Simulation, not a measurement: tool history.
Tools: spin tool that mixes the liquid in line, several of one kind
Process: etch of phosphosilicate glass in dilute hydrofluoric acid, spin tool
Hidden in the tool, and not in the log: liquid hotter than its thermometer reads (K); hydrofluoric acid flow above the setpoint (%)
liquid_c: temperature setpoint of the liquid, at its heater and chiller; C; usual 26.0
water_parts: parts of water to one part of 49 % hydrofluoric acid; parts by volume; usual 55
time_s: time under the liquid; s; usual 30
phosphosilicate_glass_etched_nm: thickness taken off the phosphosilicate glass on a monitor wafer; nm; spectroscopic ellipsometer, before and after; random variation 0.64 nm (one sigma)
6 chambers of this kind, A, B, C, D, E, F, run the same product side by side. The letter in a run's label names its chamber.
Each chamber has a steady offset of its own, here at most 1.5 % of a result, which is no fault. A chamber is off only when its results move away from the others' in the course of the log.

run   hour  liquid_c  water_parts  time_s  hours since the thermometer was replaced  hours since the hydrofluoric acid flow meter was replaced  read-back film thickness of the phosphosilicate glass reference wafer, read on the same gauge (nm)  phosphosilicate_glass_etched_nm
 1F    8.9      26.0           55      30                                     416.8                                                       42.8                                                                                              30.032                          109.670
 2E   15.4      26.0           55      30                                    1470.2                                                      319.1                                                                                              30.021                          110.120
 3C   22.6      26.0           55      30                                    1666.5                                                      249.7                                                                                              29.999                          109.110
 4B   26.5      26.0           55      30                                    1457.3                                                     1163.1                                                                                              29.996                          108.800
 5D   32.4      26.0           55      30                                     153.8                                                      118.0                                                                                              30.006                          109.980
 6A   40.8      26.0           55      30                                     794.2                                                      563.5                                                                                              29.993                          108.880
 7E   49.8      26.0           55      30                                    1504.6                                                      353.5                                                                                              30.003                          109.170
 8B   55.0      23.0           55      15                                    1485.8                                                     1191.6                                                                                              30.014                           48.257
 9A   62.5      23.0           55      15                                     815.9                                                      585.2                                                                                              29.996                           48.573
10C   70.1      23.0           55      15                                    1714.0                                                      297.2                                                                                              30.018                           48.037
11F   75.2      23.0           55      15                                     483.1                                                      109.1                                                                                              30.001                           48.406
12D   83.6      23.0           55      15                                     205.0                                                      169.2                                                                                              29.998                           48.591
13E   89.1      23.0           55      15                                    1543.9                                                      392.8                                                                                              30.015                           48.361
14B   97.7      26.0           55      30                                    1528.5                                                     1234.3                                                                                              29.993                          108.550
15C  106.6      26.0           55      30                                    1750.5                                                      333.7                                                                                              29.998                          108.270
16D  110.7      26.0           55      30                                     232.1                                                      196.3                                                                                              29.999                          108.910
17A  115.6      26.0           55      30                                     869.0                                                      638.3                                                                                              30.009                          110.190
18F  123.3      26.0           55      30                                     531.2                                                      157.2                                                                                              30.003                          109.570
19E  131.8      26.0           55      30                                    1586.6                                                      435.5                                                                                              30.024                          110.520
20B  140.5      26.0           55      40                                    1571.3                                                     1277.1                                                                                              30.003                          145.170
21C  145.7      26.0           55      40                                    1789.6                                                      372.8                                                                                              30.009                          145.200
22A  152.9      26.0           55      40                                     906.3                                                      675.6                                                                                              29.982                          146.700
23D  160.8      26.0           55      40                                     282.2                                                      246.4                                                                                              30.002                          147.010
     163.9  -- chamber A: hydrofluoric acid flow meter replaced
24F  169.0      26.0           55      40                                     576.9                                                      202.9                                                                                              30.001                          147.140
25B  175.6      26.0           55      40                                    1606.4                                                     1312.2                                                                                              29.994                          145.860
26F  183.1      26.0           55      30                                     591.0                                                      217.0                                                                                              29.996                          109.670
27A  188.3      26.0           55      30                                     941.7                                                       24.4                                                                                              29.987                          111.000
28E  195.4      26.0           55      30                                    1650.2                                                      499.1                                                                                              29.995                          109.770
29D  200.3      26.0           55      30                                     321.7                                                      285.9                                                                                              30.022                          109.590
30C  207.8      26.0           55      30                                    1851.7                                                      434.9                                                                                              29.999                          108.340
31E  212.4      26.0           55      30                                    1667.2                                                      516.1                                                                                              30.006                          109.960
32B  218.1      26.0           55      30                                    1648.9                                                     1354.7                                                                                              30.015                          108.990
33D  222.5      26.0           55      30                                     343.9                                                      308.1                                                                                              30.002                          109.430
34F  231.3      26.0           55      30                                     639.2                                                      265.2                                                                                              30.015                          109.880
35C  240.3      26.0           55      30                                    1884.2                                                      467.4                                                                                              29.966                          108.490
36A  245.8      26.0           55      30                                     999.2                                                       81.9                                                                                              30.006                          108.510
37D  250.6      26.0           55      30                                     372.0                                                      336.2                                                                                              30.018                          109.370
38F  255.5      26.0           55      30                                     663.4                                                      289.4                                                                                              30.009                          108.750
39A  261.1      24.0           75      30                                    1014.5                                                       97.2                                                                                              30.003                           72.670
40B  270.0      24.0           75      30                                    1700.8                                                     1406.6                                                                                              30.000                           71.296
41C  278.3      24.0           75      30                                    1922.2                                                      505.4                                                                                              30.002                           71.259
42E  282.3      24.0           75      30                                    1737.1                                                      586.0                                                                                              30.025                           71.986

Next, every chamber runs the same settings. What will each give?
43A  288.8      22.5           55      30                                                                                                                                                                                                                                         ?
43B  288.8      22.5           55      30                                                                                                                                                                                                                                         ?
43C  288.8      22.5           55      30                                                                                                                                                                                                                                         ?
43D  288.8      22.5           55      30                                                                                                                                                                                                                                         ?
43E  288.8      22.5           55      30                                                                                                                                                                                                                                         ?
43F  288.8      22.5           55      30                                                                                                                                                                                                                                         ?

run  phosphosilicate_glass_etched_nm
43A                           95.870
43B                           95.122
43C                           95.246
43D                           95.301
43E                           94.555
43F                           95.000

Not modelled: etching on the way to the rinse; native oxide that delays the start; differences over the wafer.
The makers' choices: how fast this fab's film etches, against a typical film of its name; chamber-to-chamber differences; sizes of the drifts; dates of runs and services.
